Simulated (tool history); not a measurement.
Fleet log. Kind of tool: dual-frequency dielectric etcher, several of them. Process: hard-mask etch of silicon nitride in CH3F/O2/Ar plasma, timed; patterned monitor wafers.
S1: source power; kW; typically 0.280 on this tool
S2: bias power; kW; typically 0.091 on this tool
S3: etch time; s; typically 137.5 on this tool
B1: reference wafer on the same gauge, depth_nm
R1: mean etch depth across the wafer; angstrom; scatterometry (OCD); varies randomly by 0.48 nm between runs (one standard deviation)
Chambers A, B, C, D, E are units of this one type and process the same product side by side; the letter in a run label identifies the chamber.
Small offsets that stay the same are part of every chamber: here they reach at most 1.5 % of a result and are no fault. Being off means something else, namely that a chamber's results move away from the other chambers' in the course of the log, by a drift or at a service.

Run 1A, hour 6.8: usual settings; B1 89.916. Result: R1 921.76 angstrom.
Run 2D, hour 13.5: usual settings; B1 90.008. Result: R1 918.18 angstrom.
Run 3B, hour 19.8: usual settings; B1 89.944. Result: R1 902.94 angstrom.
Run 4C, hour 26.4: usual settings; B1 90.037. Result: R1 922.43 angstrom.
Run 5E, hour 33.2: usual settings but S2 0.079 kW; B1 89.917. Result: R1 856.17 angstrom.
Run 6B, hour 40.2: usual settings but S2 0.079 kW; B1 89.979. Result: R1 856.35 angstrom.
Run 7A, hour 43.9: usual settings but S2 0.079 kW; B1 89.914. Result: R1 881.56 angstrom.
Run 8E, hour 50.1: usual settings but S2 0.079 kW; B1 90.039. Result: R1 854.82 angstrom.
Run 9D, hour 53.5: usual settings but S2 0.079 kW; B1 89.966. Result: R1 867.05 angstrom.
At hour 58.3: chamber B: wet clean of the chamber.
Run 10C, hour 60.8: usual settings; B1 89.933. Result: R1 919.01 angstrom.
Run 11D, hour 64.3: usual settings; B1 89.918. Result: R1 910.52 angstrom.
At hour 65.7: chamber B: source power generator calibrated.
Run 12B, hour 69.1: usual settings; B1 89.962. Result: R1 896.12 angstrom.
Run 13A, hour 75.3: usual settings; B1 90.085. Result: R1 918.34 angstrom.
Run 14E, hour 79.8: usual settings; B1 89.974. Result: R1 907.22 angstrom.
Run 15C, hour 83.7: usual settings; B1 90.089. Result: R1 914.15 angstrom.
Run 16A, hour 91.0: usual settings; B1 89.903. Result: R1 922.93 angstrom.
Run 17B, hour 97.3: usual settings; B1 90.000. Result: R1 907.38 angstrom.
Run 18E, hour 101.6: usual settings but S1 0.330 kW, S3 117.0 s; B1 89.977. Result: R1 814.03 angstrom.
Run 19C, hour 105.4: usual settings but S1 0.330 kW, S3 117.0 s; B1 90.028. Result: R1 840.90 angstrom.
Run 20D, hour 109.7: usual settings but S1 0.330 kW, S3 117.0 s; B1 89.976. Result: R1 821.38 angstrom.
Run 21B, hour 114.1: usual settings but S1 0.330 kW, S3 117.0 s; B1 89.943. Result: R1 817.84 angstrom.
At hour 118.6: chamber D: wet clean of the chamber.
Run 22A, hour 120.1: usual settings but S1 0.330 kW, S3 117.0 s; B1 89.987. Result: R1 832.78 angstrom.
Run 23E, hour 123.9: usual settings; B1 89.956. Result: R1 903.54 angstrom.
Run 24C, hour 129.7: usual settings; B1 90.111. Result: R1 915.03 angstrom.
Run 25D, hour 134.0: usual settings; B1 90.017. Result: R1 879.77 angstrom.
Run 26C, hour 137.5: usual settings; B1 90.023. Result: R1 919.19 angstrom.
Run 27A, hour 143.2: usual settings; B1 89.998. Result: R1 931.93 angstrom.
Run 28D, hour 149.0: usual settings; B1 89.896. Result: R1 889.60 angstrom.
At hour 149.8: chamber E: bias power generator calibrated.
Run 29E, hour 154.8: usual settings but S1 0.230 kW; B1 90.000. Result: R1 846.72 angstrom.
Run 30B, hour 158.3: usual settings but S1 0.230 kW; B1 89.978. Result: R1 835.65 angstrom.
Run 31E, hour 165.0: usual settings but S1 0.230 kW; B1 90.085. Result: R1 840.14 angstrom.
Run 32C, hour 172.0: usual settings but S1 0.230 kW; B1 89.902. Result: R1 851.76 angstrom.
Run 33A, hour 178.6: usual settings but S1 0.230 kW; B1 89.976. Result: R1 850.59 angstrom.
Run 34D, hour 182.5: usual settings; B1 90.069. Result: R1 871.89 angstrom.
Run 35B, hour 189.2: usual settings; B1 89.975. Result: R1 904.91 angstrom.
Run 36A, hour 195.6: usual settings but S2 0.079 kW; B1 90.071. Result: R1 871.09 angstrom.

All chambers now run identical settings, listed one chamber a line with results as question marks. What results will each chamber show?
Run 37A, hour 200.9: usual settings. Result: R1 ?.
Run 37B, hour 200.9: usual settings. Result: R1 ?.
Run 37C, hour 200.9: usual settings. Result: R1 ?.
Run 37D, hour 200.9: usual settings. Result: R1 ?.
Run 37E, hour 200.9: usual settings. Result: R1 ?.

run      R1
37A  917.97
37B  906.91
37C  917.32
37D  875.74
37E  901.86
